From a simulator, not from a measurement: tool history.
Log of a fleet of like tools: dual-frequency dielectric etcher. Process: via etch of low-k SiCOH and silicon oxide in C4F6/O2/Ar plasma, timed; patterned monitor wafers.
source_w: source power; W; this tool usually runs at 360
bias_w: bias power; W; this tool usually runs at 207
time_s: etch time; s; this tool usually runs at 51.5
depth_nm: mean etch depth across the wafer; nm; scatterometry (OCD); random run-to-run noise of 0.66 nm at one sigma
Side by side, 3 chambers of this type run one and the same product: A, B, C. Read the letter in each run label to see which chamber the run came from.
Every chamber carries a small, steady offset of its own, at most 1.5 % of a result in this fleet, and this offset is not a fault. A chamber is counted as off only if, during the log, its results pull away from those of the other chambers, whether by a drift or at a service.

run,day,source_w,bias_w,time_s,"read-back reference wafer on the same gauge, depth_nm",depth_nm
# day 0.196: chamber B: wet clean of the chamber
1A,0.288,360,207,51.5,127.05,122.16
2B,0.804,360,207,51.5,126.99,121.61
3C,1.392,360,207,51.5,127.06,122.87
4C,1.846,360,207,51.5,127.09,123.25
5A,2.325,360,207,51.5,126.95,121.95
6B,2.842,360,207,51.5,127.04,119.68
7A,3.308,360,207,51.5,126.89,121.92
8B,3.708,360,207,51.5,127.01,121.12
9C,4.238,360,207,51.5,127.03,123.82
10C,4.783,360,207,51.5,127.02,123.14
11B,5.15,360,207,51.5,126.95,120.64
12A,5.446,360,207,51.5,126.87,122.43
13C,5.729,360,207,51.5,126.86,122.83
14A,6.054,300,207,63.5,127.1,141.07
15B,6.508,300,207,63.5,126.83,139.17
16C,7.062,300,207,63.5,126.94,141.91
17B,7.533,360,207,51.5,126.94,120.72
18A,8.058,360,207,51.5,127.17,121.51
19A,8.542,360,207,51.5,127.12,122.23
20B,8.842,400,207,51.5,126.99,125.59
21C,9.396,400,207,51.5,127,127.79
22A,9.912,400,207,51.5,127.08,126.43
23B,10.425,360,207,51.5,127,120.22
24C,10.912,360,207,51.5,127.08,122.89
25B,11.279,360,207,51.5,126.98,120.92
26A,11.708,360,207,51.5,126.97,121.33
27C,12.042,360,207,51.5,126.85,123.49
28C,12.429,360,207,51.5,127,123.43
29B,12.8,360,207,51.5,126.97,120.85
30A,13.092,360,207,51.5,126.88,121.64
31A,13.438,360,207,51.5,126.84,123.26
32C,13.842,360,207,51.5,127.01,122.86
33B,14.246,360,207,51.5,126.97,121.33
# day 14.45: chamber C: wet clean of the chamber
34B,14.65,360,207,51.5,127.01,120.67
35C,14.958,360,207,51.5,127.2,122.51
36A,15.546,360,207,51.5,127.11,122.16
37B,16.1,360,207,51.5,126.86,120.05
38A,16.654,360,207,60,127.02,143.09

Is one chamber out of step, is the gauge drifting, or do the chambers differ by no more than their own small offsets? For an off chamber, give its letter and the likeliest cause.

No chamber is off and the gauge is stable; the differences are just each chamber's small, constant offset.

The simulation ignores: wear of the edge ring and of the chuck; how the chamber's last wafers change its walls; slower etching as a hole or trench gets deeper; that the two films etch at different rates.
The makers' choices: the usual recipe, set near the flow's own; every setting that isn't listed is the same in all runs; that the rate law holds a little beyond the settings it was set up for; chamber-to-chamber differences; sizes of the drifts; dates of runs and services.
